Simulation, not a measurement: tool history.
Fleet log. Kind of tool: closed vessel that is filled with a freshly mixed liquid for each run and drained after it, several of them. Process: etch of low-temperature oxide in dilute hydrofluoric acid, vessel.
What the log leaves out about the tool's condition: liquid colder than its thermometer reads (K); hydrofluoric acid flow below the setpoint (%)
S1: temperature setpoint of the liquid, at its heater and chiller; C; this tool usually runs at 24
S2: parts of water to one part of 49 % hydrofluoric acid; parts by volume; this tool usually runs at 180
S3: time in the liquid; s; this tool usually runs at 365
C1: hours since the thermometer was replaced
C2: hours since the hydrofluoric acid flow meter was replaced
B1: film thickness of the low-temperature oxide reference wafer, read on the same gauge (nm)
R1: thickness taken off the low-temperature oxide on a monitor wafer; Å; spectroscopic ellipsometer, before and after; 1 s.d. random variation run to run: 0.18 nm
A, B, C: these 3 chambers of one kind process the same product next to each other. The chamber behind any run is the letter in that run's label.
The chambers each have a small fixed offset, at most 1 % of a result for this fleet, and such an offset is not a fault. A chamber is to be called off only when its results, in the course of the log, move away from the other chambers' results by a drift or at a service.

run,hour,S1,S2,S3,C1,C2,B1,R1
1C,7.6,24,180,365,769.1,100.7,100,276.95
# hour 17.4: chamber B: thermometer replaced
2A,18.3,24,180,365,210.4,874.3,100.01,279.2
3B,25.8,24,180,365,8.5,246.6,100.01,276.81
4A,36.3,24,180,365,228.4,892.3,99.986,275.56
5B,42.7,24,180,365,25.4,263.5,99.995,279.24
6C,53.3,26.5,180,365,814.8,146.4,100,306.72
7C,67,26.5,180,365,828.5,160.1,99.996,305.66
8A,80.4,26.5,180,365,272.5,936.4,100.01,300.97
9B,89.2,24,180,365,71.9,310,100.01,279.87
10A,101.2,24,180,365,293.3,957.2,99.983,275.25
11C,109.4,24,180,365,870.9,202.5,100.01,279.52
12B,116.9,24,180,365,99.6,337.7,99.988,278.89
13A,126.3,24,180,365,318.4,982.3,100,276.93
14C,139.7,24,180,365,901.2,232.8,99.996,280.18
15B,146.8,24,180,365,129.5,367.6,99.997,279.41
16A,159.2,24,180,365,351.3,1015.2,100.01,277.77
17C,171.8,24,180,365,933.3,264.9,99.995,275.75
18B,180.8,24,180,365,163.5,401.6,100,281.65
19A,192.3,24,180,365,384.4,1048.3,100.01,279.14
20C,199.7,24,180,365,961.2,292.8,100.01,282.17
21B,208.1,24,180,365,190.8,428.9,100,280.78
22C,221.5,24,180,365,983,314.6,99.992,279.76
23B,234.9,24,180,365,217.6,455.7,100.02,279.44
24A,246,24,150,505,438.1,1102,99.99,476.37

The same settings go to every chamber for the next run, one line per chamber below. Forecast the results for each:
25A,256,24,180,365,,,,?
25B,256,24,180,365,,,,?
25C,256,24,180,365,,,,?

run,R1
25A,274.25
25B,280.18
25C,282.04
